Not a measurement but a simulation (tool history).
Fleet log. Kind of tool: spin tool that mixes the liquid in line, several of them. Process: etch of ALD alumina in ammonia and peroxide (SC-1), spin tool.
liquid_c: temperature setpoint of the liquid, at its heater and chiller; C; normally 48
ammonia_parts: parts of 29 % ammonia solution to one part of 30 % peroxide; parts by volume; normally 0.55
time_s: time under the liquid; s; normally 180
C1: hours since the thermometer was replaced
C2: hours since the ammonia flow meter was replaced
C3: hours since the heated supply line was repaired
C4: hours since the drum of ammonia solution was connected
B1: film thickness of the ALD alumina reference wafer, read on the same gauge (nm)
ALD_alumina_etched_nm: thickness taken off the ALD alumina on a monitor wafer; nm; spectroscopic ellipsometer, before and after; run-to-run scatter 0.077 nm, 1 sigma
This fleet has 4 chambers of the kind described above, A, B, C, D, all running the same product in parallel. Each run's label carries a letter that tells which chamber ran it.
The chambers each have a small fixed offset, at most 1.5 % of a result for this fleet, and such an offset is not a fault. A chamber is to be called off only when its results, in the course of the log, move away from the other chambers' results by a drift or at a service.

{"run": "1C", "hour": 7.7, "liquid_c": 48, "ammonia_parts": 0.55, "time_s": 180, "C1": 633.7, "C2": 222.9, "C3": 1738.3, "C4": 42.0, "B1": 99.997, "ALD_alumina_etched_nm": 9.9811}
{"run": "2A", "hour": 14.6, "liquid_c": 48, "ammonia_parts": 0.55, "time_s": 180, "C1": 382.8, "C2": 1181.5, "C3": 2542.4, "C4": 389.1, "B1": 100.01, "ALD_alumina_etched_nm": 9.6631}
{"run": "3B", "hour": 19.2, "liquid_c": 48, "ammonia_parts": 0.55, "time_s": 180, "C1": 956.6, "C2": 1690.2, "C3": 1867.8, "C4": 429.7, "B1": 100.0, "ALD_alumina_etched_nm": 9.9748}
{"run": "4D", "hour": 23.2, "liquid_c": 48, "ammonia_parts": 0.55, "time_s": 180, "C1": 1228.8, "C2": 363.9, "C3": 1189.4, "C4": 39.1, "B1": 100.01, "ALD_alumina_etched_nm": 9.9619}
{"run": "5B", "hour": 27.2, "liquid_c": 48, "ammonia_parts": 0.55, "time_s": 180, "C1": 964.6, "C2": 1698.2, "C3": 1875.8, "C4": 437.7, "B1": 99.994, "ALD_alumina_etched_nm": 10.011}
{"run": "6C", "hour": 34.1, "liquid_c": 48, "ammonia_parts": 0.7, "time_s": 255, "C1": 660.1, "C2": 249.3, "C3": 1764.7, "C4": 68.4, "B1": 100.0, "ALD_alumina_etched_nm": 14.444}
{"run": "7D", "hour": 39.0, "liquid_c": 48, "ammonia_parts": 0.7, "time_s": 255, "C1": 1244.6, "C2": 379.7, "C3": 1205.2, "C4": 54.9, "B1": 100.02, "ALD_alumina_etched_nm": 14.493}
{"hour": 41.5, "done": "chamber D: heated supply line repaired"}
{"run": "8A", "hour": 44.6, "liquid_c": 48, "ammonia_parts": 0.7, "time_s": 255, "C1": 412.8, "C2": 1211.5, "C3": 2572.4, "C4": 419.1, "B1": 100.02, "ALD_alumina_etched_nm": 14.258}
{"run": "9B", "hour": 51.2, "liquid_c": 48, "ammonia_parts": 0.7, "time_s": 255, "C1": 988.6, "C2": 1722.2, "C3": 1899.8, "C4": 461.7, "B1": 99.978, "ALD_alumina_etched_nm": 14.327}
{"run": "10C", "hour": 58.7, "liquid_c": 48, "ammonia_parts": 0.7, "time_s": 180, "C1": 684.7, "C2": 273.9, "C3": 1789.3, "C4": 93.0, "B1": 100.03, "ALD_alumina_etched_nm": 10.409}
{"run": "11D", "hour": 65.3, "liquid_c": 48, "ammonia_parts": 0.7, "time_s": 180, "C1": 1270.9, "C2": 406.0, "C3": 23.8, "C4": 81.2, "B1": 100.01, "ALD_alumina_etched_nm": 10.127}
{"run": "12A", "hour": 71.3, "liquid_c": 48, "ammonia_parts": 0.7, "time_s": 180, "C1": 439.5, "C2": 1238.2, "C3": 2599.1, "C4": 445.8, "B1": 100.01, "ALD_alumina_etched_nm": 9.9639}
{"run": "13C", "hour": 78.0, "liquid_c": 48, "ammonia_parts": 0.7, "time_s": 180, "C1": 704.0, "C2": 293.2, "C3": 1808.6, "C4": 112.3, "B1": 100.01, "ALD_alumina_etched_nm": 10.513}
{"run": "14B", "hour": 85.7, "liquid_c": 48, "ammonia_parts": 0.4, "time_s": 180, "C1": 1023.1, "C2": 1756.7, "C3": 1934.3, "C4": 496.2, "B1": 99.988, "ALD_alumina_etched_nm": 9.6768}
{"run": "15A", "hour": 93.7, "liquid_c": 48, "ammonia_parts": 0.4, "time_s": 180, "C1": 461.9, "C2": 1260.6, "C3": 2621.5, "C4": 468.2, "B1": 99.978, "ALD_alumina_etched_nm": 9.4899}
{"run": "16D", "hour": 97.3, "liquid_c": 48, "ammonia_parts": 0.4, "time_s": 180, "C1": 1302.9, "C2": 438.0, "C3": 55.8, "C4": 113.2, "B1": 99.997, "ALD_alumina_etched_nm": 9.5775}
{"run": "17D", "hour": 102.7, "liquid_c": 48, "ammonia_parts": 0.4, "time_s": 180, "C1": 1308.3, "C2": 443.4, "C3": 61.2, "C4": 118.6, "B1": 100.02, "ALD_alumina_etched_nm": 9.5501}
{"run": "18B", "hour": 107.4, "liquid_c": 48, "ammonia_parts": 0.55, "time_s": 180, "C1": 1044.8, "C2": 1778.4, "C3": 1956.0, "C4": 517.9, "B1": 99.999, "ALD_alumina_etched_nm": 10.003}
{"run": "19A", "hour": 111.4, "liquid_c": 48, "ammonia_parts": 0.55, "time_s": 180, "C1": 479.6, "C2": 1278.3, "C3": 2639.2, "C4": 485.9, "B1": 100.02, "ALD_alumina_etched_nm": 9.8911}
{"run": "20C", "hour": 119.5, "liquid_c": 48, "ammonia_parts": 0.55, "time_s": 180, "C1": 745.5, "C2": 334.7, "C3": 1850.1, "C4": 153.8, "B1": 100.0, "ALD_alumina_etched_nm": 10.506}
{"run": "21A", "hour": 124.1, "liquid_c": 48, "ammonia_parts": 0.55, "time_s": 180, "C1": 492.3, "C2": 1291.0, "C3": 2651.9, "C4": 498.6, "B1": 100.0, "ALD_alumina_etched_nm": 9.8237}
{"run": "22D", "hour": 128.4, "liquid_c": 48, "ammonia_parts": 0.55, "time_s": 180, "C1": 1334.0, "C2": 469.1, "C3": 86.9, "C4": 144.3, "B1": 100.04, "ALD_alumina_etched_nm": 9.8658}
{"run": "23C", "hour": 136.3, "liquid_c": 48, "ammonia_parts": 0.55, "time_s": 180, "C1": 762.3, "C2": 351.5, "C3": 1866.9, "C4": 170.6, "B1": 100.01, "ALD_alumina_etched_nm": 10.523}
{"run": "24B", "hour": 142.5, "liquid_c": 48, "ammonia_parts": 0.55, "time_s": 180, "C1": 1079.9, "C2": 1813.5, "C3": 1991.1, "C4": 553.0, "B1": 100.02, "ALD_alumina_etched_nm": 10.044}
{"run": "25C", "hour": 150.7, "liquid_c": 48, "ammonia_parts": 0.55, "time_s": 180, "C1": 776.7, "C2": 365.9, "C3": 1881.3, "C4": 185.0, "B1": 99.994, "ALD_alumina_etched_nm": 10.801}
{"run": "26A", "hour": 157.4, "liquid_c": 48, "ammonia_parts": 0.55, "time_s": 180, "C1": 525.6, "C2": 1324.3, "C3": 2685.2, "C4": 531.9, "B1": 99.994, "ALD_alumina_etched_nm": 9.9104}
{"run": "27B", "hour": 165.4, "liquid_c": 48, "ammonia_parts": 0.75, "time_s": 125, "C1": 1102.8, "C2": 1836.4, "C3": 2014.0, "C4": 575.9, "B1": 99.996, "ALD_alumina_etched_nm": 7.0943}
{"run": "28D", "hour": 172.1, "liquid_c": 48, "ammonia_parts": 0.75, "time_s": 125, "C1": 1377.7, "C2": 512.8, "C3": 130.6, "C4": 188.0, "B1": 99.991, "ALD_alumina_etched_nm": 7.1789}
{"run": "29A", "hour": 180.1, "liquid_c": 48, "ammonia_parts": 0.75, "time_s": 125, "C1": 548.3, "C2": 1347.0, "C3": 2707.9, "C4": 554.6, "B1": 99.977, "ALD_alumina_etched_nm": 7.0427}
{"run": "30B", "hour": 185.0, "liquid_c": 48, "ammonia_parts": 0.75, "time_s": 125, "C1": 1122.4, "C2": 1856.0, "C3": 2033.6, "C4": 595.5, "B1": 99.994, "ALD_alumina_etched_nm": 7.0977}

The same settings go to every chamber for the next run, one line per chamber below. Forecast the results for each:
{"run": "31A", "hour": 190.9, "liquid_c": 48, "ammonia_parts": 0.85, "time_s": 180, "ALD_alumina_etched_nm": "?"}
{"run": "31B", "hour": 190.9, "liquid_c": 48, "ammonia_parts": 0.85, "time_s": 180, "ALD_alumina_etched_nm": "?"}
{"run": "31C", "hour": 190.9, "liquid_c": 48, "ammonia_parts": 0.85, "time_s": 180, "ALD_alumina_etched_nm": "?"}
{"run": "31D", "hour": 190.9, "liquid_c": 48, "ammonia_parts": 0.85, "time_s": 180, "ALD_alumina_etched_nm": "?"}

run=31A ALD_alumina_etched_nm=10.2400
run=31B ALD_alumina_etched_nm=10.4500
run=31C ALD_alumina_etched_nm=11.6140
run=31D ALD_alumina_etched_nm=10.3190
